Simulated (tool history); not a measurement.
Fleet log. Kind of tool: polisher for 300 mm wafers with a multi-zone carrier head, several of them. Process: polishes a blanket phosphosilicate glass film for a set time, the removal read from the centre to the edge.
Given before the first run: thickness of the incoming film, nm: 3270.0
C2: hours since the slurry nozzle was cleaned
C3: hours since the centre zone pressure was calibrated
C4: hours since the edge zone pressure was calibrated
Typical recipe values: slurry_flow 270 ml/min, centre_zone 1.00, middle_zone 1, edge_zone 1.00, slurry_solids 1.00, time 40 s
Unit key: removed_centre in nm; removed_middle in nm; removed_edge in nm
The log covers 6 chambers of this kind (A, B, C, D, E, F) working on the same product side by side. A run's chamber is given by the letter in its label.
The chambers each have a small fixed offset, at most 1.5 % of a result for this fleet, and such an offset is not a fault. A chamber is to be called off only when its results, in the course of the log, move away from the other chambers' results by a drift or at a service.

-- hour=9.8 chamber B: worn pad replaced by a new one
run 1F hour=13.8 | slurry_flow=270 centre_zone=1.00 middle_zone=1 edge_zone=1.00 slurry_solids=1.00 time=40 | wafers_polished_on_this_pad=1286 C2=389.1 C3=33.8 C4=298.9 | removed_centre=269.53 removed_middle=268.58 removed_edge=269.73
run 2A hour=22.8 | slurry_flow=270 centre_zone=1.00 middle_zone=1 edge_zone=1.00 slurry_solids=1.00 time=40 | wafers_polished_on_this_pad=631 C2=412.7 C3=531.2 C4=646.4 | removed_centre=270.09 removed_middle=272.72 removed_edge=269.67
-- hour=23.0 chamber F: worn pad replaced by a new one
-- hour=27.1 chamber C: worn pad replaced by a new one
run 3C hour=30.1 | slurry_flow=270 centre_zone=1.00 middle_zone=1 edge_zone=1.00 slurry_solids=1.00 time=40 | wafers_polished_on_this_pad=49 C2=201.6 C3=56.7 C4=186.2 | removed_centre=269.28 removed_middle=274.23 removed_edge=274.19
-- hour=41.2 chamber D: worn pad replaced by a new one
run 4E hour=41.5 | slurry_flow=270 centre_zone=1.00 middle_zone=1 edge_zone=1.00 slurry_solids=1.00 time=40 | wafers_polished_on_this_pad=1143 C2=42.0 C3=601.7 C4=779.0 | removed_centre=271.66 removed_middle=275.42 removed_edge=274.09
-- hour=48.8 chamber A: centre zone pressure recalibrated
run 5D hour=51.7 | slurry_flow=270 centre_zone=1.00 middle_zone=1 edge_zone=1.00 slurry_solids=1.00 time=40 | wafers_polished_on_this_pad=169 C2=106.5 C3=224.6 C4=237.3 | removed_centre=271.85 removed_middle=267.43 removed_edge=271.49
-- hour=53.9 chamber E: worn pad replaced by a new one
run 6B hour=63.0 | slurry_flow=270 centre_zone=1.00 middle_zone=1 edge_zone=0.91 slurry_solids=1.10 time=40 | wafers_polished_on_this_pad=859 C2=156.3 C3=487.7 C4=259.8 | removed_centre=284.45 removed_middle=286.86 removed_edge=272.71
-- hour=72.6 chamber A: worn pad replaced by a new one
-- hour=73.0 chamber A: edge zone pressure recalibrated
run 7D hour=77.6 | slurry_flow=270 centre_zone=1.00 middle_zone=1 edge_zone=0.91 slurry_solids=1.10 time=40 | wafers_polished_on_this_pad=587 C2=132.4 C3=250.5 C4=263.2 | removed_centre=284.16 removed_middle=281.28 removed_edge=265.70
-- hour=81.2 chamber B: worn pad replaced by a new one
run 8C hour=85.0 | slurry_flow=270 centre_zone=1.00 middle_zone=1 edge_zone=0.91 slurry_solids=1.10 time=40 | wafers_polished_on_this_pad=935 C2=256.5 C3=111.6 C4=241.1 | removed_centre=286.58 removed_middle=281.00 removed_edge=275.98
run 9A hour=97.7 | slurry_flow=270 centre_zone=1.00 middle_zone=1 edge_zone=0.91 slurry_solids=1.10 time=40 | wafers_polished_on_this_pad=405 C2=487.6 C3=48.9 C4=24.8 | removed_centre=278.28 removed_middle=280.81 removed_edge=268.38
-- hour=102.5 chamber F: edge zone pressure recalibrated
run 10E hour=105.0 | slurry_flow=270 centre_zone=1.00 middle_zone=1 edge_zone=0.91 slurry_solids=1.10 time=40 | wafers_polished_on_this_pad=824 C2=105.5 C3=665.2 C4=842.5 | removed_centre=285.54 removed_middle=282.93 removed_edge=265.65
-- hour=105.7 chamber F: worn pad replaced by a new one
-- hour=115.9 chamber C: worn pad replaced by a new one
run 11B hour=116.6 | slurry_flow=270 centre_zone=1.00 middle_zone=1 edge_zone=0.91 slurry_solids=1.10 time=40 | wafers_polished_on_this_pad=570 C2=209.9 C3=541.3 C4=313.4 | removed_centre=289.23 removed_middle=280.03 removed_edge=265.92
run 12F hour=128.8 | slurry_flow=270 centre_zone=1.00 middle_zone=1 edge_zone=1.00 slurry_solids=1.00 time=40 | wafers_polished_on_this_pad=372 C2=504.1 C3=148.8 C4=26.4 | removed_centre=270.05 removed_middle=269.05 removed_edge=271.71
-- hour=129.5 chamber D: worn pad replaced by a new one
run 13E hour=137.4 | slurry_flow=270 centre_zone=1.00 middle_zone=1 edge_zone=1.00 slurry_solids=1.00 time=40 | wafers_polished_on_this_pad=1346 C2=137.9 C3=697.6 C4=874.9 | removed_centre=270.09 removed_middle=269.19 removed_edge=273.62
-- hour=140.1 chamber E: worn pad replaced by a new one
run 14B hour=148.4 | slurry_flow=270 centre_zone=1.00 middle_zone=1 edge_zone=1.00 slurry_solids=1.00 time=40 | wafers_polished_on_this_pad=1083 C2=241.7 C3=573.1 C4=345.2 | removed_centre=275.55 removed_middle=273.89 removed_edge=271.89
-- hour=151.6 chamber B: worn pad replaced by a new one
run 15A hour=155.6 | slurry_flow=270 centre_zone=1.00 middle_zone=1 edge_zone=1.00 slurry_solids=1.00 time=40 | wafers_polished_on_this_pad=1339 C2=545.5 C3=106.8 C4=82.7 | removed_centre=267.45 removed_middle=269.15 removed_edge=268.25
-- hour=157.3 chamber A: worn pad replaced by a new one
-- hour=159.5 chamber F: slurry nozzle cleaned
run 16C hour=165.4 | slurry_flow=270 centre_zone=1.00 middle_zone=1 edge_zone=1.00 slurry_solids=1.00 time=40 | wafers_polished_on_this_pad=799 C2=336.9 C3=192.0 C4=321.5 | removed_centre=271.60 removed_middle=273.24 removed_edge=273.26
-- hour=167.5 chamber C: slurry nozzle cleaned
run 17D hour=172.4 | slurry_flow=270 centre_zone=1.00 middle_zone=1 edge_zone=1.00 slurry_solids=1.00 time=40 | wafers_polished_on_this_pad=692 C2=227.2 C3=345.3 C4=358.0 | removed_centre=269.80 removed_middle=269.96 removed_edge=267.81
-- hour=174.6 chamber E: edge zone pressure recalibrated
run 18F hour=182.7 | slurry_flow=270 centre_zone=1.00 middle_zone=1 edge_zone=1.00 slurry_solids=1.00 time=30 | wafers_polished_on_this_pad=1241 C2=23.2 C3=202.7 C4=80.3 | removed_centre=201.23 removed_middle=202.78 removed_edge=201.02
-- hour=184.4 chamber B: slurry nozzle cleaned
-- hour=188.3 chamber C: worn pad replaced by a new one
run 19E hour=191.5 | slurry_flow=270 centre_zone=1.00 middle_zone=1 edge_zone=1.00 slurry_solids=1.00 time=30 | wafers_polished_on_this_pad=829 C2=192.0 C3=751.7 C4=16.9 | removed_centre=203.97 removed_middle=204.23 removed_edge=205.25
-- hour=191.9 chamber F: worn pad replaced by a new one
run 20D hour=200.1 | slurry_flow=270 centre_zone=1.00 middle_zone=1 edge_zone=1.00 slurry_solids=1.00 time=30 | wafers_polished_on_this_pad=1138 C2=254.9 C3=373.0 C4=385.7 | removed_centre=196.83 removed_middle=197.93 removed_edge=201.53
-- hour=208.4 chamber D: worn pad replaced by a new one
run 21B hour=212.3 | slurry_flow=270 centre_zone=1.00 middle_zone=1 edge_zone=1.00 slurry_solids=1.00 time=30 | wafers_polished_on_this_pad=980 C2=27.9 C3=637.0 C4=409.1 | removed_centre=204.61 removed_middle=205.60 removed_edge=202.75
-- hour=215.2 chamber E: slurry nozzle cleaned
-- hour=220.8 chamber E: worn pad replaced by a new one
run 22F hour=224.4 | slurry_flow=270 centre_zone=1.00 middle_zone=1 edge_zone=1.00 slurry_solids=1.00 time=30 | wafers_polished_on_this_pad=524 C2=64.9 C3=244.4 C4=122.0 | removed_centre=203.49 removed_middle=201.67 removed_edge=202.05
-- hour=228.4 chamber B: worn pad replaced by a new one
-- hour=231.0 chamber A: worn pad replaced by a new one
run 23A hour=232.0 | slurry_flow=270 centre_zone=1.00 middle_zone=1 edge_zone=1.00 slurry_solids=1.00 time=30 | wafers_polished_on_this_pad=16 C2=621.9 C3=183.2 C4=159.1 | removed_centre=204.58 removed_middle=202.67 removed_edge=203.41
-- hour=239.4 chamber B: edge zone pressure recalibrated
run 24C hour=242.4 | slurry_flow=270 centre_zone=1.00 middle_zone=1 edge_zone=0.90 slurry_solids=1.00 time=40 | wafers_polished_on_this_pad=873 C2=75.0 C3=269.0 C4=398.5 | removed_centre=269.40 removed_middle=265.53 removed_edge=261.37
run 25B hour=253.6 | slurry_flow=270 centre_zone=1.00 middle_zone=1 edge_zone=0.90 slurry_solids=1.00 time=40 | wafers_polished_on_this_pad=406 C2=69.2 C3=678.3 C4=14.2 | removed_centre=278.63 removed_middle=272.24 removed_edge=257.53
run 26D hour=263.6 | slurry_flow=270 centre_zone=1.00 middle_zone=1 edge_zone=0.90 slurry_solids=1.00 time=40 | wafers_polished_on_this_pad=891 C2=318.4 C3=436.5 C4=449.2 | removed_centre=257.74 removed_middle=267.73 removed_edge=251.49
-- hour=269.1 chamber C: worn pad replaced by a new one
-- hour=269.2 chamber A: slurry nozzle cleaned
run 27A hour=272.6 | slurry_flow=270 centre_zone=1.00 middle_zone=1 edge_zone=0.90 slurry_solids=1.00 time=40 | wafers_polished_on_this_pad=670 C2=3.4 C3=223.8 C4=199.7 | removed_centre=271.03 removed_middle=267.92 removed_edge=253.54
run 28C hour=282.0 | slurry_flow=270 centre_zone=1.00 middle_zone=1 edge_zone=0.90 slurry_solids=1.00 time=40 | wafers_polished_on_this_pad=209 C2=114.6 C3=308.6 C4=438.1 | removed_centre=270.68 removed_middle=270.90 removed_edge=257.56
-- hour=285.7 chamber C: centre zone pressure recalibrated
-- hour=286.2 chamber D: worn pad replaced by a new one
-- hour=289.5 chamber E: worn pad replaced by a new one
run 29F hour=296.5 | slurry_flow=270 centre_zone=1.00 middle_zone=1 edge_zone=0.90 slurry_solids=1.00 time=40 | wafers_polished_on_this_pad=1686 C2=137.0 C3=316.5 C4=194.1 | removed_centre=271.10 removed_middle=262.03 removed_edge=255.32
-- hour=296.8 chamber F: worn pad replaced by a new one
-- hour=298.4 chamber B: worn pad replaced by a new one
run 30E hour=311.5 | slurry_flow=270 centre_zone=1.00 middle_zone=1 edge_zone=1.00 slurry_solids=1.00 time=40 | wafers_polished_on_this_pad=355 C2=96.3 C3=871.7 C4=136.9 | removed_centre=272.90 removed_middle=274.13 removed_edge=276.73
-- hour=319.1 chamber A: worn pad replaced by a new one
run 31D hour=323.7 | slurry_flow=270 centre_zone=1.08 middle_zone=1 edge_zone=1.00 slurry_solids=1.00 time=40 | wafers_polished_on_this_pad=604 C2=378.5 C3=496.6 C4=509.3 | removed_centre=275.24 removed_middle=270.87 removed_edge=268.37
run 32B hour=337.5 | slurry_flow=270 centre_zone=1.08 middle_zone=1 edge_zone=1.00 slurry_solids=1.00 time=40 | wafers_polished_on_this_pad=630 C2=153.1 C3=762.2 C4=98.1 | removed_centre=300.90 removed_middle=269.69 removed_edge=272.38
-- hour=348.6 chamber C: worn pad replaced by a new one
run 33F hour=349.3 | slurry_flow=270 centre_zone=1.08 middle_zone=1 edge_zone=1.00 slurry_solids=1.00 time=40 | wafers_polished_on_this_pad=846 C2=189.8 C3=369.3 C4=246.9 | removed_centre=291.59 removed_middle=268.15 removed_edge=270.13
run 34E hour=357.1 | slurry_flow=270 centre_zone=1.08 middle_zone=1 edge_zone=1.00 slurry_solids=1.00 time=40 | wafers_polished_on_this_pad=1090 C2=141.9 C3=917.3 C4=182.5 | removed_centre=297.10 removed_middle=272.97 removed_edge=267.43
run 35A hour=368.1 | slurry_flow=270 centre_zone=1.08 middle_zone=1 edge_zone=1.00 slurry_solids=1.00 time=40 | wafers_polished_on_this_pad=791 C2=98.9 C3=319.3 C4=295.2 | removed_centre=297.27 removed_middle=269.14 removed_edge=270.97
-- hour=368.7 chamber E: worn pad replaced by a new one
run 36C hour=381.8 | slurry_flow=270 centre_zone=1.08 middle_zone=1 edge_zone=1.00 slurry_solids=1.00 time=40 | wafers_polished_on_this_pad=535 C2=214.4 C3=96.2 C4=537.9 | removed_centre=295.79 removed_middle=271.08 removed_edge=278.18
run 37E hour=394.6 | slurry_flow=270 centre_zone=1.00 middle_zone=1 edge_zone=1.00 slurry_solids=1.00 time=40 | wafers_polished_on_this_pad=418 C2=179.4 C3=954.8 C4=220.0 | removed_centre=270.86 removed_middle=267.74 removed_edge=269.61

All 6 chambers run these settings next. Forecast each chamber's results:
run 38A hour=405.5 | slurry_flow=270 centre_zone=1.00 middle_zone=1 edge_zone=1.00 slurry_solids=0.75 time=40 | removed_centre=? removed_middle=? removed_edge=?
run 38B hour=405.5 | slurry_flow=270 centre_zone=1.00 middle_zone=1 edge_zone=1.00 slurry_solids=0.75 time=40 | removed_centre=? removed_middle=? removed_edge=?
run 38C hour=405.5 | slurry_flow=270 centre_zone=1.00 middle_zone=1 edge_zone=1.00 slurry_solids=0.75 time=40 | removed_centre=? removed_middle=? removed_edge=?
run 38D hour=405.5 | slurry_flow=270 centre_zone=1.00 middle_zone=1 edge_zone=1.00 slurry_solids=0.75 time=40 | removed_centre=? removed_middle=? removed_edge=?
run 38E hour=405.5 | slurry_flow=270 centre_zone=1.00 middle_zone=1 edge_zone=1.00 slurry_solids=0.75 time=40 | removed_centre=? removed_middle=? removed_edge=?
run 38F hour=405.5 | slurry_flow=270 centre_zone=1.00 middle_zone=1 edge_zone=1.00 slurry_solids=0.75 time=40 | removed_centre=? removed_middle=? removed_edge=?

run=38A removed_centre=233.17 removed_middle=237.66 removed_edge=232.17
run=38B removed_centre=241.99 removed_middle=236.92 removed_edge=236.41
run=38C removed_centre=234.47 removed_middle=236.19 removed_edge=236.83
run=38D removed_centre=210.23 removed_middle=238.58 removed_edge=235.54
run=38E removed_centre=234.56 removed_middle=237.60 removed_edge=234.21
run=38F removed_centre=231.04 removed_middle=231.02 removed_edge=231.14
